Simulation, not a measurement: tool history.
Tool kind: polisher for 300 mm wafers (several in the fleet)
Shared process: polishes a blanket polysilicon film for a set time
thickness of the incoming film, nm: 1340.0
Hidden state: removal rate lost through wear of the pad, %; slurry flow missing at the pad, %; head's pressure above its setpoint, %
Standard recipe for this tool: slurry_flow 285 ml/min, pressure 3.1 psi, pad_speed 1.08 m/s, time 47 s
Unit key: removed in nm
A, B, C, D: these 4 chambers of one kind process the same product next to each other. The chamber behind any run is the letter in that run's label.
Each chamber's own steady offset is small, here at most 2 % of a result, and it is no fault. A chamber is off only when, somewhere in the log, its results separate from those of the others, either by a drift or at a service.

run	hour	slurry_flow	pressure	pad_speed	time	wafers polished on this pad	hours since the slurry nozzle was cleaned	hours since the head pressure was calibrated	removed
# hour 2.8: chamber B: worn pad replaced by a new one
1C	4.6	285	3.1	1.08	47	752	217.6	1377.9	429.08
2D	8.5	285	3.1	1.08	47	307	40.1	306.3	436.32
# hour 11.8: chamber A: worn pad replaced by a new one
3B	13.1	285	3.1	1.08	47	112	204.0	574.9	436.28
4A	18.5	285	3.1	1.08	47	74	411.7	619.3	442.22
5D	21.7	285	3.1	1.08	47	450	53.3	319.5	436.85
6A	26.5	235	2.6	1.08	47	161	419.7	627.3	366.48
7B	30.4	235	2.6	1.08	47	300	221.3	592.2	367.36
8C	33.8	235	2.6	1.08	47	1070	246.8	1407.1	352.93
# hour 35.4: chamber C: worn pad replaced by a new one
9C	36.6	235	2.6	1.08	47	14	249.6	1409.9	361.59
10B	40.8	285	3.1	1.08	47	414	231.7	602.6	434.98
11D	45.5	285	3.1	1.08	57	710	77.1	343.3	511.23
12A	48.0	285	3.1	1.08	57	395	441.2	648.8	530.80
13D	51.7	285	3.1	1.08	57	777	83.3	349.5	515.75
# hour 53.5: chamber D: head pressure recalibrated
14B	55.9	285	3.1	1.08	57	578	246.8	617.7	531.07
15A	59.4	285	3.1	1.08	47	519	452.6	660.2	441.87
16C	62.1	210	3.1	1.08	47	291	275.1	1435.4	413.31
# hour 63.3: chamber B: slurry nozzle cleaned
17D	67.3	210	3.1	1.08	47	947	98.9	13.9	408.57
# hour 68.4: chamber A: head pressure recalibrated
18B	69.7	210	3.1	1.08	47	728	6.5	631.5	421.60
19C	72.2	210	3.1	1.08	47	401	285.2	1445.5	420.23
# hour 73.4: chamber D: worn pad replaced by a new one
20A	75.9	285	2.7	0.84	47	699	469.1	7.6	300.85
# hour 76.7: chamber C: head pressure recalibrated
21A	79.6	285	2.7	0.84	47	739	472.8	11.3	294.09
# hour 82.5: chamber B: worn pad replaced by a new one
22B	83.1	285	2.7	0.84	47	7	19.9	644.9	303.97
23D	88.1	285	2.7	0.84	47	161	119.7	34.7	286.69
24C	93.0	285	3.1	1.08	47	628	306.0	16.4	428.04
25D	95.4	285	3.1	1.08	47	240	127.0	42.0	427.45
26C	99.6	285	3.1	1.08	47	700	312.6	23.0	423.08
27B	105.0	285	3.1	1.08	47	245	41.8	666.8	445.82
28A	109.5	285	3.1	1.08	47	1065	502.7	41.2	439.82
29B	113.3	245	3.1	1.08	47	335	50.1	675.1	432.52
30D	118.6	245	3.1	1.08	47	493	150.2	65.2	425.28
31C	122.0	245	3.1	1.08	47	944	335.0	45.4	417.62
32A	124.6	245	3.1	1.08	47	1229	517.8	56.3	434.02
# hour 127.2: chamber C: worn pad replaced by a new one
33C	127.6	285	3.1	1.08	47	4	340.6	51.0	435.08
# hour 129.3: chamber A: worn pad replaced by a new one
34D	131.8	285	3.1	1.08	47	637	163.4	78.4	430.77
35A	135.8	285	3.1	1.08	47	71	529.0	67.5	444.95
36B	139.2	285	3.1	1.08	47	618	76.0	701.0	438.62
37B	142.8	285	3.1	1.20	47	657	79.6	704.6	489.72
38C	147.3	285	3.1	1.20	47	218	360.3	70.7	478.75
39A	150.4	285	3.1	1.20	47	230	543.6	82.1	484.87
40D	153.1	285	3.1	1.20	47	869	184.7	99.7	476.30

The same settings go to every chamber for the next run, one line per chamber below. Forecast the results for each:
41A	157.0	285	3.1	1.08	47				?
41B	157.0	285	3.1	1.08	47				?
41C	157.0	285	3.1	1.08	47				?
41D	157.0	285	3.1	1.08	47				?

run	removed
41A	445.87
41B	443.02
41C	435.52
41D	428.94

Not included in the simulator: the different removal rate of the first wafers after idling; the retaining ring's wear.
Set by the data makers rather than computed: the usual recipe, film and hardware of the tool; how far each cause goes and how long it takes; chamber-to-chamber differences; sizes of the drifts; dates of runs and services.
